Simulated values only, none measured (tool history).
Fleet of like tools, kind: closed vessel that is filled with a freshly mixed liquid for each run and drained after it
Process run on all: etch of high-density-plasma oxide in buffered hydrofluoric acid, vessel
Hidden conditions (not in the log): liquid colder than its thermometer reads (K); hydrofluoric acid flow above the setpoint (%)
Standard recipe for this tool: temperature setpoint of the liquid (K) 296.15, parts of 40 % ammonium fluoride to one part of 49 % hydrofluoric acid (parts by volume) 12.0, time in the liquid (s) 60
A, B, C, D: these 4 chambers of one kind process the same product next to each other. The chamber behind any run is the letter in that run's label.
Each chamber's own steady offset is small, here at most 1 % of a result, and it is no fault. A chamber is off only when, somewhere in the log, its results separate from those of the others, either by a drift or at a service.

run,hour,temperature setpoint of the liquid (K),parts of 40 % ammonium fluoride to one part of 49 % hydrofluoric acid (parts by volume),time in the liquid (s),hours since the thermometer was replaced,hours since the hydrofluoric acid flow meter was replaced,"read-back film thickness of the high-density-plasma oxide reference wafer, read on the same gauge (nm)",thickness taken off the high-density-plasma oxide on a monitor wafer (nm)
# hour 2.2: chamber B: thermometer replaced
1D,12.3,296.15,12.0,60,1019.3,1257.7,59.994,58.395
2B,21.9,296.15,12.0,60,19.8,1146.7,59.988,59.109
3A,30.8,296.15,12.0,60,934.9,118.0,60.021,57.764
4C,44.7,296.15,12.0,60,623.9,386.3,60.001,58.650
5B,54.5,296.15,12.0,60,52.4,1179.3,59.993,59.042
6A,67.4,296.15,12.0,60,971.5,154.6,59.969,59.051
7C,74.9,296.15,12.0,60,654.1,416.5,59.967,58.393
8D,86.5,296.15,12.0,60,1093.5,1331.9,60.034,59.247
9C,98.9,296.15,12.0,60,678.1,440.5,59.975,58.260
10D,110.6,293.65,8.5,60,1117.6,1356.0,60.016,68.463
11A,116.8,293.65,8.5,60,1020.9,204.0,59.982,70.302
12B,124.6,293.65,8.5,60,122.5,1249.4,59.936,70.668
# hour 131.3: chamber D: hydrofluoric acid flow meter replaced
13C,135.5,293.65,8.5,60,714.7,477.1,59.976,68.786
14D,149.3,296.15,12.0,60,1156.3,18.1,59.973,57.278
15A,159.9,300.15,10.0,60,1064.0,247.1,59.993,87.021
16B,171.7,300.15,10.0,60,169.6,1296.5,59.993,87.567
17B,184.3,300.15,10.0,60,182.2,1309.1,59.973,86.776
18D,190.8,300.15,10.0,60,1197.8,59.6,59.965,82.867
19C,197.2,296.15,12.0,60,776.4,538.8,60.008,57.699
20A,206.1,296.15,12.0,60,1110.2,293.3,59.926,58.520
21B,213.9,296.15,12.0,60,211.8,1338.7,59.942,60.527
22C,227.1,296.15,12.0,60,806.3,568.7,59.958,58.599
23D,235.1,296.15,12.0,60,1242.1,103.9,59.980,55.114
24A,248.8,296.15,12.0,60,1152.9,336.0,59.946,59.032
25D,256.5,296.15,12.0,60,1263.5,125.3,60.012,54.767
26A,269.5,292.65,14.5,60,1173.6,356.7,60.012,39.967
27C,282.8,292.65,14.5,60,862.0,624.4,60.021,39.587
28B,294.2,292.65,14.5,60,292.1,1419.0,60.033,40.392
29D,303.9,292.65,14.5,60,1310.9,172.7,59.993,36.556

All chambers now run identical settings, listed one chamber a line with results as question marks. What results will each chamber show?
30A,313.8,296.15,12.0,60,,,,?
30B,313.8,296.15,12.0,60,,,,?
30C,313.8,296.15,12.0,60,,,,?
30D,313.8,296.15,12.0,60,,,,?

run,thickness taken off the high-density-plasma oxide on a monitor wafer (nm)
30A,58.957
30B,59.428
30C,58.751
30D,53.004
